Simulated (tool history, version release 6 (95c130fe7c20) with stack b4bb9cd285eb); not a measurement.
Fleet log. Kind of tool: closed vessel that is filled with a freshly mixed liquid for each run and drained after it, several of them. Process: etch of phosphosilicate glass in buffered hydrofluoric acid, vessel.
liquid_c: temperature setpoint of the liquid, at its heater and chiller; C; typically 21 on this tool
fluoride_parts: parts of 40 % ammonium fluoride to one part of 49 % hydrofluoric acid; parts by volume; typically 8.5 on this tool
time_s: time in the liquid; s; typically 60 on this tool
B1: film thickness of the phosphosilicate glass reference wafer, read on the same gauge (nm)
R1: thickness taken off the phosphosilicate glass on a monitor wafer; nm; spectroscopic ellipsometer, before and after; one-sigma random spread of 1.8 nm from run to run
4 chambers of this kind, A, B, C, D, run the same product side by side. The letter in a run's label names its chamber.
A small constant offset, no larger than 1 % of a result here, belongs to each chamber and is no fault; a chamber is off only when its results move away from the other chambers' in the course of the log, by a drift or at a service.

{"run": "1C", "hour": 9.3, "liquid_c": 21, "fluoride_parts": 8.5, "time_s": 60, "B1": 89.997, "R1": 557.3}
{"run": "2D", "hour": 15.0, "liquid_c": 21, "fluoride_parts": 8.5, "time_s": 60, "B1": 90.032, "R1": 558.15}
{"hour": 15.3, "done": "chamber C: hydrofluoric acid flow meter replaced"}
{"run": "3B", "hour": 22.6, "liquid_c": 21, "fluoride_parts": 8.5, "time_s": 60, "B1": 90.017, "R1": 557.58}
{"run": "4A", "hour": 28.4, "liquid_c": 21, "fluoride_parts": 8.5, "time_s": 60, "B1": 90.037, "R1": 556.53}
{"run": "5C", "hour": 36.5, "liquid_c": 21, "fluoride_parts": 8.5, "time_s": 60, "B1": 89.972, "R1": 556.03}
{"run": "6B", "hour": 44.3, "liquid_c": 21, "fluoride_parts": 8.5, "time_s": 60, "B1": 90.012, "R1": 558.47}
{"run": "7D", "hour": 50.9, "liquid_c": 21, "fluoride_parts": 8.5, "time_s": 60, "B1": 90.033, "R1": 556.85}
{"run": "8A", "hour": 57.2, "liquid_c": 21, "fluoride_parts": 8.5, "time_s": 60, "B1": 90.034, "R1": 555.97}
{"run": "9A", "hour": 61.9, "liquid_c": 21, "fluoride_parts": 8.5, "time_s": 60, "B1": 90.003, "R1": 556.93}
{"run": "10C", "hour": 67.7, "liquid_c": 21, "fluoride_parts": 8.5, "time_s": 60, "B1": 90.003, "R1": 552.18}
{"run": "11D", "hour": 72.5, "liquid_c": 21, "fluoride_parts": 8.5, "time_s": 60, "B1": 89.997, "R1": 558.1}
{"run": "12B", "hour": 80.2, "liquid_c": 21, "fluoride_parts": 8.5, "time_s": 60, "B1": 89.99, "R1": 556.07}
{"run": "13C", "hour": 87.7, "liquid_c": 21, "fluoride_parts": 8.5, "time_s": 60, "B1": 89.968, "R1": 553.36}
{"run": "14B", "hour": 94.6, "liquid_c": 21, "fluoride_parts": 8.5, "time_s": 60, "B1": 89.996, "R1": 557.84}
{"hour": 100.0, "done": "chamber A: thermometer replaced"}
{"run": "15A", "hour": 102.5, "liquid_c": 21, "fluoride_parts": 8.5, "time_s": 60, "B1": 90.026, "R1": 554.14}
{"run": "16D", "hour": 111.2, "liquid_c": 21, "fluoride_parts": 8.5, "time_s": 60, "B1": 89.999, "R1": 556.52}
{"run": "17C", "hour": 117.8, "liquid_c": 21, "fluoride_parts": 8.5, "time_s": 60, "B1": 89.989, "R1": 552.83}
{"run": "18D", "hour": 126.7, "liquid_c": 21, "fluoride_parts": 8.5, "time_s": 60, "B1": 89.95, "R1": 557.29}
{"hour": 127.1, "done": "chamber B: hydrofluoric acid flow meter replaced"}
{"run": "19B", "hour": 136.1, "liquid_c": 21, "fluoride_parts": 8.5, "time_s": 60, "B1": 89.973, "R1": 555.49}
{"run": "20A", "hour": 143.1, "liquid_c": 21, "fluoride_parts": 8.5, "time_s": 60, "B1": 89.982, "R1": 554.15}
{"run": "21C", "hour": 149.2, "liquid_c": 21, "fluoride_parts": 8.5, "time_s": 60, "B1": 90.002, "R1": 553.07}
{"run": "22A", "hour": 157.0, "liquid_c": 21, "fluoride_parts": 8.5, "time_s": 60, "B1": 89.957, "R1": 555.34}
{"run": "23D", "hour": 165.1, "liquid_c": 21, "fluoride_parts": 8.5, "time_s": 60, "B1": 89.976, "R1": 557.94}
{"run": "24B", "hour": 173.3, "liquid_c": 21, "fluoride_parts": 8.5, "time_s": 60, "B1": 89.984, "R1": 556.33}
{"run": "25D", "hour": 180.0, "liquid_c": 21, "fluoride_parts": 8.5, "time_s": 60, "B1": 89.979, "R1": 561.75}
{"run": "26A", "hour": 188.4, "liquid_c": 21, "fluoride_parts": 8.5, "time_s": 60, "B1": 90.022, "R1": 555.23}
{"run": "27C", "hour": 194.4, "liquid_c": 21, "fluoride_parts": 6.5, "time_s": 60, "B1": 89.992, "R1": 725.91}
{"run": "28B", "hour": 198.6, "liquid_c": 21, "fluoride_parts": 6.5, "time_s": 60, "B1": 90.012, "R1": 730.92}
{"run": "29B", "hour": 204.7, "liquid_c": 21, "fluoride_parts": 6.5, "time_s": 60, "B1": 90.032, "R1": 729.69}
{"run": "30A", "hour": 213.1, "liquid_c": 21, "fluoride_parts": 6.5, "time_s": 60, "B1": 89.99, "R1": 734.5}
{"run": "31C", "hour": 220.9, "liquid_c": 21, "fluoride_parts": 8.5, "time_s": 60, "B1": 90.004, "R1": 551.48}
{"run": "32D", "hour": 228.0, "liquid_c": 21, "fluoride_parts": 8.5, "time_s": 60, "B1": 90.024, "R1": 557.43}
{"run": "33B", "hour": 233.6, "liquid_c": 21, "fluoride_parts": 8.5, "time_s": 60, "B1": 89.993, "R1": 555.6}
{"run": "34A", "hour": 239.1, "liquid_c": 21, "fluoride_parts": 8.5, "time_s": 60, "B1": 89.986, "R1": 559.67}

Each of the 4 chambers runs these same settings next. Fill in every chamber's results:
{"run": "35A", "hour": 246.0, "liquid_c": 21, "fluoride_parts": 8.5, "time_s": 60, "R1": "?"}
{"run": "35B", "hour": 246.0, "liquid_c": 21, "fluoride_parts": 8.5, "time_s": 60, "R1": "?"}
{"run": "35C", "hour": 246.0, "liquid_c": 21, "fluoride_parts": 8.5, "time_s": 60, "R1": "?"}
{"run": "35D", "hour": 246.0, "liquid_c": 21, "fluoride_parts": 8.5, "time_s": 60, "R1": "?"}

run=35A R1=555.48
run=35B R1=555.99
run=35C R1=553.13
run=35D R1=558.59

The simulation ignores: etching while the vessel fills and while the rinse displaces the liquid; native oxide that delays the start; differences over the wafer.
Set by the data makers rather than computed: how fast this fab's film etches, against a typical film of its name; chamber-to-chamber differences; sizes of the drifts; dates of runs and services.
